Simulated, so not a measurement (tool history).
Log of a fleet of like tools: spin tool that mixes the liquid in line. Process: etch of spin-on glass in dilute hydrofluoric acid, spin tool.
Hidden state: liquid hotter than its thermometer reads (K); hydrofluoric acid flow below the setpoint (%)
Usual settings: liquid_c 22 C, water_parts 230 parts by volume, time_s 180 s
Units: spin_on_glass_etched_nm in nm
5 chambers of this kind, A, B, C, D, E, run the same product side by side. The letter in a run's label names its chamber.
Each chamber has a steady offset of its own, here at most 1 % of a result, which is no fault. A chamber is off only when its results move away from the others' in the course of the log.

run,hour,liquid_c,water_parts,time_s,hours since the thermometer was replaced,hours since the hydrofluoric acid flow meter was replaced,"read-back film thickness of the spin-on glass reference wafer, read on the same gauge (nm)",spin_on_glass_etched_nm
1D,6.1,22,230,180,1166.0,473.3,50.015,19.239
2A,13.1,22,230,180,1363.4,176.7,50.022,19.179
3C,18.8,22,230,180,1302.3,184.5,49.985,19.187
4E,24.1,22,230,180,510.3,807.0,50.018,19.338
5B,27.9,22,230,180,2824.6,1660.1,50.017,19.184
6D,34.7,22,230,180,1194.6,501.9,50.004,19.140
7C,39.9,22,230,180,1323.4,205.6,49.996,19.293
8B,45.0,22,230,180,2841.7,1677.2,49.990,19.237
9A,50.2,22,230,180,1400.5,213.8,49.973,18.981
10E,53.5,22,230,180,539.7,836.4,50.012,19.035
11B,57.1,22,230,180,2853.8,1689.3,49.983,19.109
12E,61.1,22,230,180,547.3,844.0,49.967,19.103
13C,68.1,22,230,180,1351.6,233.8,49.976,19.155
14A,71.9,22,230,180,1422.2,235.5,49.990,19.001
15D,79.3,22,230,180,1239.2,546.5,49.988,19.143
16A,84.2,22,230,180,1434.5,247.8,49.978,18.931
17C,90.9,22,230,180,1374.4,256.6,49.984,19.355
18D,97.5,22,230,180,1257.4,564.7,49.983,19.096
19B,104.0,22,230,180,2900.7,1736.2,49.996,19.267
20E,108.8,22,230,180,595.0,891.7,50.025,19.282
21C,115.0,22,230,180,1398.5,280.7,49.995,18.971
22D,122.1,22,230,180,1282.0,589.3,49.994,18.996
23A,129.5,22,230,180,1479.8,293.1,49.986,19.356
24E,136.8,22,230,180,623.0,919.7,49.979,19.163
25B,144.3,22,230,180,2941.0,1776.5,49.974,19.266
26D,149.9,22,230,180,1309.8,617.1,49.997,19.055
27B,155.8,22,230,180,2952.5,1788.0,49.997,19.304
28C,161.8,22,230,180,1445.3,327.5,50.028,19.222
29E,165.9,22,230,180,652.1,948.8,50.013,19.106
30A,172.8,22,230,180,1523.1,336.4,50.036,19.647
31D,178.6,22,230,180,1338.5,645.8,49.999,19.036
32A,186.1,22,230,180,1536.4,349.7,50.017,19.758
33B,193.2,22,230,180,2989.9,1825.4,49.999,19.365
34C,197.8,22,230,180,1481.3,363.5,50.014,19.333
35E,203.4,22,230,180,689.6,986.3,49.983,19.347
36C,208.5,22,230,180,1492.0,374.2,49.996,19.282
37A,216.1,22,230,180,1566.4,379.7,50.001,20.016

Is one chamber off against the others, does the gauge drift, or is nothing wrong? If a chamber is off, say which, and what the likeliest cause is.

Chamber A drifts away from the others.
Cause: liquid hotter than its thermometer reads (K) = 1.26.
The log may not tell that from: hydrofluoric acid flow above the setpoint (%).

Here are 4 candidates for chamber A's next run, each the usual settings with a change, their results left as question marks. Which one brings its results back in line with what the others give on the usual settings?
In line means no further than this from the other chambers' mean on the usual settings: spin_on_glass_etched_nm 0.320 nm
38A-1,221.5,22,230,195,,,,?
38A-2,221.5,21,230,180,,,,?
38A-3,221.5,23,230,180,,,,?
38A-4,221.5,20,230,180,,,,?

The other chambers' mean on the usual settings: spin_on_glass_etched_nm 19.186 nm
run,spin_on_glass_etched_nm
38A-1,21.649
38A-2,19.270
38A-3,20.724
38A-4,18.567
38A-2 brings the chamber back in line.
